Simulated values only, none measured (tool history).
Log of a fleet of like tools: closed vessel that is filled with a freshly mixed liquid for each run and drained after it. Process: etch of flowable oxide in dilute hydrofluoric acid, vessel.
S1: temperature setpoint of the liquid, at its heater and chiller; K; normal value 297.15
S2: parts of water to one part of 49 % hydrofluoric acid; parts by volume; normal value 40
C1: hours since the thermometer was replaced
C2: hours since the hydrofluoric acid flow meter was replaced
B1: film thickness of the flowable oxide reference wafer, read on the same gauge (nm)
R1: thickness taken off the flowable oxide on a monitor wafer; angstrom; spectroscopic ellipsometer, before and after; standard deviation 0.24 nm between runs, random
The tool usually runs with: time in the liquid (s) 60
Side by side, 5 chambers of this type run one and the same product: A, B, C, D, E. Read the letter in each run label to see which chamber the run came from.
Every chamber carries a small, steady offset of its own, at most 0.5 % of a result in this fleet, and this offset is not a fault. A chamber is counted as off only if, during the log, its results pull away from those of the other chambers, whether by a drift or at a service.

{"hour": 4.7, "done": "chamber A: hydrofluoric acid flow meter replaced"}
{"run": "1E", "hour": 7.6, "S1": 297.15, "S2": 40, "time in the liquid (s)": 60, "C1": 664.8, "C2": 2595.3, "B1": 59.987, "R1": 702.06}
{"run": "2A", "hour": 18.7, "S1": 297.15, "S2": 40, "time in the liquid (s)": 60, "C1": 742.8, "C2": 14.1, "B1": 59.987, "R1": 697.7}
{"run": "3B", "hour": 25.8, "S1": 297.15, "S2": 40, "time in the liquid (s)": 60, "C1": 1334.1, "C2": 273.6, "B1": 60.026, "R1": 701.47}
{"run": "4C", "hour": 39.2, "S1": 297.15, "S2": 40, "time in the liquid (s)": 60, "C1": 473.5, "C2": 279.9, "B1": 59.982, "R1": 703.64}
{"run": "5D", "hour": 51.4, "S1": 297.15, "S2": 40, "time in the liquid (s)": 60, "C1": 671.9, "C2": 1647.5, "B1": 60, "R1": 701.47}
{"run": "6E", "hour": 63.3, "S1": 297.15, "S2": 40, "time in the liquid (s)": 60, "C1": 720.5, "C2": 2651, "B1": 60.015, "R1": 696.04}
{"run": "7A", "hour": 75.2, "S1": 297.15, "S2": 40, "time in the liquid (s)": 60, "C1": 799.3, "C2": 70.6, "B1": 59.977, "R1": 699.25}
{"run": "8B", "hour": 85.4, "S1": 297.15, "S2": 40, "time in the liquid (s)": 60, "C1": 1393.7, "C2": 333.2, "B1": 59.992, "R1": 698.68}
{"run": "9D", "hour": 94.5, "S1": 292.15, "S2": 40, "time in the liquid (s)": 60, "C1": 715, "C2": 1690.6, "B1": 60.025, "R1": 570.94}
{"run": "10C", "hour": 107.4, "S1": 292.15, "S2": 40, "time in the liquid (s)": 60, "C1": 541.7, "C2": 348.1, "B1": 59.969, "R1": 564.82}
{"run": "11C", "hour": 116.4, "S1": 292.15, "S2": 40, "time in the liquid (s)": 60, "C1": 550.7, "C2": 357.1, "B1": 59.993, "R1": 567.47}
{"run": "12B", "hour": 127.1, "S1": 292.15, "S2": 40, "time in the liquid (s)": 60, "C1": 1435.4, "C2": 374.9, "B1": 60.016, "R1": 569.23}
{"hour": 132.2, "done": "chamber E: hydrofluoric acid flow meter replaced"}
{"run": "13E", "hour": 136.5, "S1": 292.15, "S2": 40, "time in the liquid (s)": 60, "C1": 793.7, "C2": 4.4, "B1": 59.996, "R1": 568.05}
{"run": "14D", "hour": 143.6, "S1": 297.15, "S2": 40, "time in the liquid (s)": 60, "C1": 764.1, "C2": 1739.7, "B1": 59.958, "R1": 701.67}
{"run": "15A", "hour": 149.8, "S1": 297.15, "S2": 30, "time in the liquid (s)": 40, "C1": 873.9, "C2": 145.2, "B1": 60.006, "R1": 632.97}
{"run": "16A", "hour": 160.4, "S1": 297.15, "S2": 30, "time in the liquid (s)": 40, "C1": 884.5, "C2": 155.8, "B1": 60.003, "R1": 627.46}
{"run": "17D", "hour": 166.7, "S1": 297.15, "S2": 30, "time in the liquid (s)": 40, "C1": 787.2, "C2": 1762.8, "B1": 60.029, "R1": 635.13}
{"run": "18E", "hour": 173.3, "S1": 297.15, "S2": 30, "time in the liquid (s)": 40, "C1": 830.5, "C2": 41.2, "B1": 60.021, "R1": 636.94}
{"run": "19C", "hour": 180.7, "S1": 297.15, "S2": 30, "time in the liquid (s)": 40, "C1": 615, "C2": 421.4, "B1": 60.035, "R1": 630.17}
{"run": "20B", "hour": 193.4, "S1": 297.15, "S2": 40, "time in the liquid (s)": 60, "C1": 1501.7, "C2": 441.2, "B1": 60.034, "R1": 697.46}
{"run": "21B", "hour": 202.3, "S1": 297.15, "S2": 30, "time in the liquid (s)": 60, "C1": 1510.6, "C2": 450.1, "B1": 60.011, "R1": 949.44}
{"run": "22E", "hour": 213.5, "S1": 297.15, "S2": 30, "time in the liquid (s)": 60, "C1": 870.7, "C2": 81.4, "B1": 60.012, "R1": 962.23}
{"run": "23A", "hour": 220.2, "S1": 297.15, "S2": 30, "time in the liquid (s)": 60, "C1": 944.3, "C2": 215.6, "B1": 60.033, "R1": 937.95}
{"run": "24D", "hour": 228.5, "S1": 297.15, "S2": 30, "time in the liquid (s)": 60, "C1": 849, "C2": 1824.6, "B1": 59.992, "R1": 951.39}
{"run": "25C", "hour": 241.3, "S1": 297.15, "S2": 30, "time in the liquid (s)": 60, "C1": 675.6, "C2": 482, "B1": 59.958, "R1": 946.12}
{"run": "26B", "hour": 254.3, "S1": 297.15, "S2": 40, "time in the liquid (s)": 60, "C1": 1562.6, "C2": 502.1, "B1": 59.998, "R1": 701.08}
{"hour": 256.0, "done": "chamber D: hydrofluoric acid flow meter replaced"}
{"run": "27E", "hour": 261.4, "S1": 297.15, "S2": 40, "time in the liquid (s)": 60, "C1": 918.6, "C2": 129.3, "B1": 60.017, "R1": 715.39}
{"run": "28C", "hour": 271.5, "S1": 297.15, "S2": 40, "time in the liquid (s)": 60, "C1": 705.8, "C2": 512.2, "B1": 59.985, "R1": 696.78}
{"run": "29A", "hour": 280.7, "S1": 297.15, "S2": 40, "time in the liquid (s)": 60, "C1": 1004.8, "C2": 276.1, "B1": 60.012, "R1": 697.18}
{"run": "30D", "hour": 290.8, "S1": 297.15, "S2": 40, "time in the liquid (s)": 60, "C1": 911.3, "C2": 34.8, "B1": 59.982, "R1": 703.21}
{"run": "31D", "hour": 298.8, "S1": 297.15, "S2": 40, "time in the liquid (s)": 60, "C1": 919.3, "C2": 42.8, "B1": 59.974, "R1": 703.95}
{"run": "32C", "hour": 310.9, "S1": 297.15, "S2": 40, "time in the liquid (s)": 60, "C1": 745.2, "C2": 551.6, "B1": 60.036, "R1": 703.98}
{"run": "33A", "hour": 323.8, "S1": 297.15, "S2": 40, "time in the liquid (s)": 45, "C1": 1047.9, "C2": 319.2, "B1": 60.004, "R1": 527.45}
{"run": "34E", "hour": 334.6, "S1": 297.15, "S2": 40, "time in the liquid (s)": 45, "C1": 991.8, "C2": 202.5, "B1": 59.992, "R1": 547.9}
{"run": "35B", "hour": 344.7, "S1": 297.15, "S2": 40, "time in the liquid (s)": 45, "C1": 1653, "C2": 592.5, "B1": 60.005, "R1": 526.01}
{"run": "36D", "hour": 358.1, "S1": 297.15, "S2": 40, "time in the liquid (s)": 45, "C1": 978.6, "C2": 102.1, "B1": 59.999, "R1": 527.45}
{"run": "37B", "hour": 369.8, "S1": 297.15, "S2": 40, "time in the liquid (s)": 45, "C1": 1678.1, "C2": 617.6, "B1": 60.035, "R1": 521.79}
{"run": "38E", "hour": 377.2, "S1": 297.15, "S2": 40, "time in the liquid (s)": 60, "C1": 1034.4, "C2": 245.1, "B1": 60.01, "R1": 730.19}

Which is it: a chamber that has drifted or been left off by a service, a gauge drift common to all chambers, or only each chamber's usual small offset? If a chamber is off, name it and its likeliest cause.

Little by little, chamber E moves away from the other chambers.
Most likely cause: liquid hotter than its thermometer reads (K) = 0.998.
The log may not separate it from: hydrofluoric acid flow above the setpoint (%).

Chamber E could run next with any of the 4 candidate recipes listed below; each alters the usual settings, and their results appear as question marks. Which one brings its results back in line with what the other chambers deliver on the usual settings?
Counts as in line when no further than this from what the other chambers average on the usual settings: R1 8.3 angstrom
{"run": "39E-1", "hour": 386.9, "S1": 296.15, "S2": 40, "time in the liquid (s)": 60, "R1": "?"}
{"run": "39E-2", "hour": 386.9, "S1": 298.65, "S2": 40, "time in the liquid (s)": 60, "R1": "?"}
{"run": "39E-3", "hour": 386.9, "S1": 298.15, "S2": 40, "time in the liquid (s)": 60, "R1": "?"}
{"run": "39E-4", "hour": 386.9, "S1": 295.65, "S2": 40, "time in the liquid (s)": 60, "R1": "?"}

The mean the other chambers reach with the usual settings: R1 701.39 angstrom
run=39E-1 R1=702.32
run=39E-2 R1=777.35
run=39E-3 R1=761.97
run=39E-4 R1=687.87
The answer is 39E-1, which returns the chamber to within the allowed miss of the others.
